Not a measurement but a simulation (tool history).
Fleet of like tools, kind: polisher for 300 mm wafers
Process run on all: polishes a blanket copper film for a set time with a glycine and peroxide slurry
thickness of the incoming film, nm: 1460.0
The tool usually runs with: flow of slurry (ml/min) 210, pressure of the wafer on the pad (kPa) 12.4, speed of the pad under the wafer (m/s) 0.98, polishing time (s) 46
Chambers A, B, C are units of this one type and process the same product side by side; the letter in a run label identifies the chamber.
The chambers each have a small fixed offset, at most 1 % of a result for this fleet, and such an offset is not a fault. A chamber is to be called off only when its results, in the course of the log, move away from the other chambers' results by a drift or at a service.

run  hour  flow of slurry (ml/min)  pressure of the wafer on the pad (kPa)  speed of the pad under the wafer (m/s)  polishing time (s)  wafers polished on this pad  hours since the slurry nozzle was cleaned  hours since the head pressure was calibrated  film removed (nm)
 1A   3.3                      210                                    12.4                                    0.98                  46                          201                                      195.5                                         556.2             146.34
 2C   7.2                      210                                    12.4                                    0.98                  46                          602                                         70                                         197.3             147.11
 3B   9.5                      210                                    12.4                                    0.98                  46                          305                                      114.2                                         296.2             147.86
 4A  12.2                      210                                    12.4                                    0.98                  46                          287                                      204.4                                         565.1              144.4
 5C  15.1                      210                                    12.4                                    0.98                  46                          678                                       77.9                                         205.2             146.65
 6B  17.3                      210                                    12.4                                    0.98                  46                          380                                        122                                           304             143.52
 7B  20.1                      210                                    12.4                                    0.98                  46                          407                                      124.8                                         306.8             145.32
 8C  22.8                      235                                    12.4                                    1.24                  46                          752                                       85.6                                         212.9             180.85
       25  -- chamber C: worn pad replaced by a new one
 9A  25.6                      235                                    12.4                                    1.24                  46                          416                                      217.8                                         578.5             175.74
10C  27.9                      235                                    12.4                                    1.24                  46                           28                                       90.7                                           218             177.65
11B  30.8                      210                                    12.4                                    0.98                  46                          511                                      135.5                                         317.5             145.44
12A    33                      185                                    13.8                                    0.98                  46                          488                                      225.2                                         585.9             154.24
13B  36.8                      185                                    13.8                                    0.98                  46                          568                                      141.5                                         323.5             156.78
14C  40.9                      185                                    13.8                                    0.98                  46                          153                                      103.7                                           231             155.59
15A  44.8                      210                                    12.4                                    0.98                  46                          601                                        237                                         597.7             143.64
16A  46.8                      210                                    12.4                                    0.98                  54                          621                                        239                                         599.7             166.58
17C    51                      210                                    12.4                                    0.98                  54                          251                                      113.8                                         241.1             173.37
18B  54.5                      210                                    12.4                                    0.98                  54                          739                                      159.2                                         341.2             170.83
19C  57.8                      210                                    12.4                                    0.98                  46                          316                                      120.6                                         247.9             147.99
20B    60                      210                                    12.4                                    0.98                  46                          792                                      164.7                                         346.7             145.17
21A  62.7                      210                                    14.5                                     0.7                  46                          774                                      254.9                                         615.6             125.26
22B  65.2                      210                                    14.5                                     0.7                  46                          842                                      169.9                                         351.9             127.95
23A  68.6                      210                                    14.5                                     0.7                  46                          831                                      260.8                                         621.5              123.9
24C  71.9                      210                                    12.4                                    0.98                  46                          452                                      134.7                                           262             145.27
25B  76.1                      210                                    12.4                                    0.98                  46                          947                                      180.8                                         362.8             146.41
26C  79.5                      210                                    12.4                                    1.18                  46                          525                                      142.3                                         269.6             169.96
27A  82.8                      210                                    12.4                                    1.18                  46                          968                                        275                                         635.7             162.29
28C  85.7                      210                                    12.4                                    1.18                  46                          585                                      148.5                                         275.8             166.77
     86.6  -- chamber B: slurry nozzle cleaned
29B  88.4                      210                                    12.4                                    0.98                  46                         1066                                        1.9                                         375.1             146.15
30A  92.2                      210                                    12.4                                    0.98                  46                         1058                                      284.4                                         645.1             139.17
31A    96                      210                                    12.4                                    0.98                  46                         1095                                      288.2                                         648.9             138.04
32C  99.6                      210                                    12.4                                    0.98                  46                          719                                      162.4                                         289.7             148.72
33B   103                      210                                    12.4                                    0.98                  46                         1207                                       16.5                                         389.7             146.46
34A   106                      145                                    12.4                                    0.78                  46                         1191                                      298.2                                         658.9             110.38

Next, all 3 chambers run the settings below, one line each with question marks for the results. What does each chamber give?
35A  109.1                      210                                    12.4                                    0.98                  46                                                                                                                                        ?
35B  109.1                      210                                    12.4                                    0.98                  46                                                                                                                                        ?
35C  109.1                      210                                    12.4                                    0.98                  46                                                                                                                                        ?

run  film removed (nm)
35A             137.24
35B             146.14
35C             146.39
